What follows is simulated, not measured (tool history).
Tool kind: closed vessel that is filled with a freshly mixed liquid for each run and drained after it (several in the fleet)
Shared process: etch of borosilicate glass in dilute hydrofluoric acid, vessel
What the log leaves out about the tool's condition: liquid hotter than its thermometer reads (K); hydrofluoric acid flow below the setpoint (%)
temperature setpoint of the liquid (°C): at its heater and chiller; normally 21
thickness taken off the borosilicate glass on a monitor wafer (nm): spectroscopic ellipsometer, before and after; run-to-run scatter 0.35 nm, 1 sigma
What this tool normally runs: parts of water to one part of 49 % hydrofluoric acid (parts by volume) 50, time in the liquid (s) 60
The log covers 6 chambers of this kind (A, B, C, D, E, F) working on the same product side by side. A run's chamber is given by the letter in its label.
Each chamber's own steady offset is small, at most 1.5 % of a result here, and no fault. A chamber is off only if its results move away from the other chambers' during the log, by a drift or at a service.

run     day  temperature setpoint of the liquid (°C)  parts of water to one part of 49 % hydrofluoric acid (parts by volume)  time in the liquid (s)  hours since the thermometer was replaced  hours since the hydrofluoric acid flow meter was replaced  read-back film thickness of the borosilicate glass reference wafer, read on the same gauge (nm)  thickness taken off the borosilicate glass on a monitor wafer (nm)
 1D   0.496                                       21                                                                      50                      60                                     177.7                                                      511.0                                                                                           89.984                                                              53.045
 2B   0.875                                       21                                                                      50                      60                                     367.2                                                      965.1                                                                                           90.006                                                              54.068
 3F   1.142                                       21                                                                      50                      60                                    1984.5                                                      358.4                                                                                           89.973                                                              53.329
      1.358  -- chamber E: thermometer replaced
 4C   1.675                                       21                                                                      50                      60                                     277.8                                                       55.1                                                                                           90.004                                                              53.353
 5E   2.062                                       21                                                                      50                      60                                      17.0                                                     1054.6                                                                                           89.994                                                              53.177
 6A   2.525                                       21                                                                      50                      60                                     114.8                                                      198.9                                                                                           90.023                                                              53.725
 7F   2.933                                       21                                                                      50                      60                                    2027.5                                                      401.4                                                                                           90.015                                                              53.362
 8B   3.371                                       21                                                                      50                      60                                     427.1                                                     1025.0                                                                                           90.013                                                              53.511
 9E   3.733                                       21                                                                      50                      60                                      57.1                                                     1094.7                                                                                           90.000                                                              52.358
10A   4.229                                       21                                                                      50                      60                                     155.7                                                      239.8                                                                                           89.996                                                              54.057
11C   4.521                                       19                                                                      50                      60                                     346.1                                                      123.4                                                                                           90.027                                                              49.433
12D   4.938                                       19                                                                      50                      60                                     284.3                                                      617.6                                                                                           89.976                                                              48.907
13C   5.371                                       19                                                                      50                      60                                     366.5                                                      143.8                                                                                           90.001                                                              49.353
14B   5.917                                       19                                                                      50                      60                                     488.2                                                     1086.1                                                                                           90.001                                                              49.466
15F   6.371                                       19                                                                      50                      60                                    2110.0                                                      483.9                                                                                           89.966                                                              49.722
16A   6.758                                       19                                                                      50                      60                                     216.4                                                      300.5                                                                                           90.013                                                              49.123
17D   7.271                                       21                                                                      50                      60                                     340.3                                                      673.6                                                                                           89.981                                                              53.103
18E   7.588                                       21                                                                      50                      60                                     149.6                                                     1187.2                                                                                           90.027                                                              52.216
19A   7.846                                       21                                                                      50                      60                                     242.5                                                      326.6                                                                                           89.954                                                              52.935
20F   8.304                                       21                                                                      50                      30                                    2156.4                                                      530.3                                                                                           90.039                                                              26.292
21E   8.721                                       21                                                                      50                      30                                     176.8                                                     1214.4                                                                                           89.982                                                              26.311
      8.792  -- chamber E: hydrofluoric acid flow meter replaced
22B   9.121                                       21                                                                      50                      30                                     565.1                                                     1163.0                                                                                           89.975                                                              26.864
23C   9.429                                       21                                                                      50                      30                                     463.9                                                      241.2                                                                                           90.044                                                              26.600
24D   9.762                                       21                                                                      50                      30                                     400.1                                                      733.4                                                                                           90.002                                                              26.412
25E  10.288                                       21                                                                      50                      30                                     214.4                                                       36.0                                                                                           90.024                                                              26.317
26C  10.767                                       21                                                                      50                      60                                     496.0                                                      273.3                                                                                           90.009                                                              54.129
27B  11.038                                       21                                                                      50                      60                                     611.1                                                     1209.0                                                                                           89.993                                                              52.778
28F  11.517                                       21                                                                      50                      60                                    2233.5                                                      607.4                                                                                           90.000                                                              53.655
29A  12.079                                       21                                                                      50                      60                                     344.1                                                      428.2                                                                                           89.975                                                              51.800
30D  12.362                                       21                                                                      50                      60                                     462.5                                                      795.8                                                                                           90.030                                                              52.702
31B  12.854                                       21                                                                      50                      60                                     654.7                                                     1252.6                                                                                           89.970                                                              53.537
32A  13.208                                       21                                                                      50                      60                                     371.2                                                      455.3                                                                                           89.957                                                              50.902
33D  13.696                                       21                                                                      50                      60                                     494.5                                                      827.8                                                                                           89.969                                                              52.948
34C  14.246                                       21                                                                      50                      60                                     579.5                                                      356.8                                                                                           89.988                                                              53.426
35F  14.567                                       21                                                                      50                      60                                    2306.7                                                      680.6                                                                                           89.964                                                              53.518
36E  15.075                                       21                                                                      25                      75                                     329.3                                                      150.9                                                                                           90.017                                                             133.410
37B  15.354                                       21                                                                      25                      75                                     714.7                                                     1312.6                                                                                           90.022                                                             135.740
38F  15.912                                       21                                                                      25                      75                                    2339.0                                                      712.9                                                                                           90.002                                                             137.910
39A  16.404                                       21                                                                      25                      75                                     447.9                                                      532.0                                                                                           90.021                                                             126.140
40E  16.738                                       21                                                                      25                      75                                     369.2                                                      190.8                                                                                           89.977                                                             134.280
41C  17.238                                       21                                                                      25                      75                                     651.3                                                      428.6                                                                                           89.984                                                             140.380

Is one chamber off against the others, does the gauge drift, or is nothing wrong? If a chamber is off, say which, and what the likeliest cause is.

It is chamber A that slowly wanders off from its peers.
What lies behind it: hydrofluoric acid flow below the setpoint (%) = 8.05.
The log may not tell that from: liquid colder than its thermometer reads (K).

Here are 4 candidates for chamber A's next run, each the usual settings with a change, their results left as question marks. Which one brings its results back in line with what the others give on the usual settings?
Counts as in line when no further than this from what the other chambers average on the usual settings: thickness taken off the borosilicate glass on a monitor wafer (nm) 1.200
42A-1  17.646                                       21                                                                      50                      55                                                                                                                                                                                                                                                                         ?
42A-2  17.646                                       22                                                                      50                      60                                                                                                                                                                                                                                                                         ?
42A-3  17.646                                       21                                                                      50                      65                                                                                                                                                                                                                                                                         ?
42A-4  17.646                                       20                                                                      50                      60                                                                                                                                                                                                                                                                         ?

What the other chambers average on the usual settings: thickness taken off the borosilicate glass on a monitor wafer (nm) 53.310
  run  thickness taken off the borosilicate glass on a monitor wafer (nm)
42A-1                                                              45.066
42A-2                                                              51.285
42A-3                                                              53.260
42A-4                                                              47.094
Change 42A-3 lands the chamber within the allowed miss of the other chambers.

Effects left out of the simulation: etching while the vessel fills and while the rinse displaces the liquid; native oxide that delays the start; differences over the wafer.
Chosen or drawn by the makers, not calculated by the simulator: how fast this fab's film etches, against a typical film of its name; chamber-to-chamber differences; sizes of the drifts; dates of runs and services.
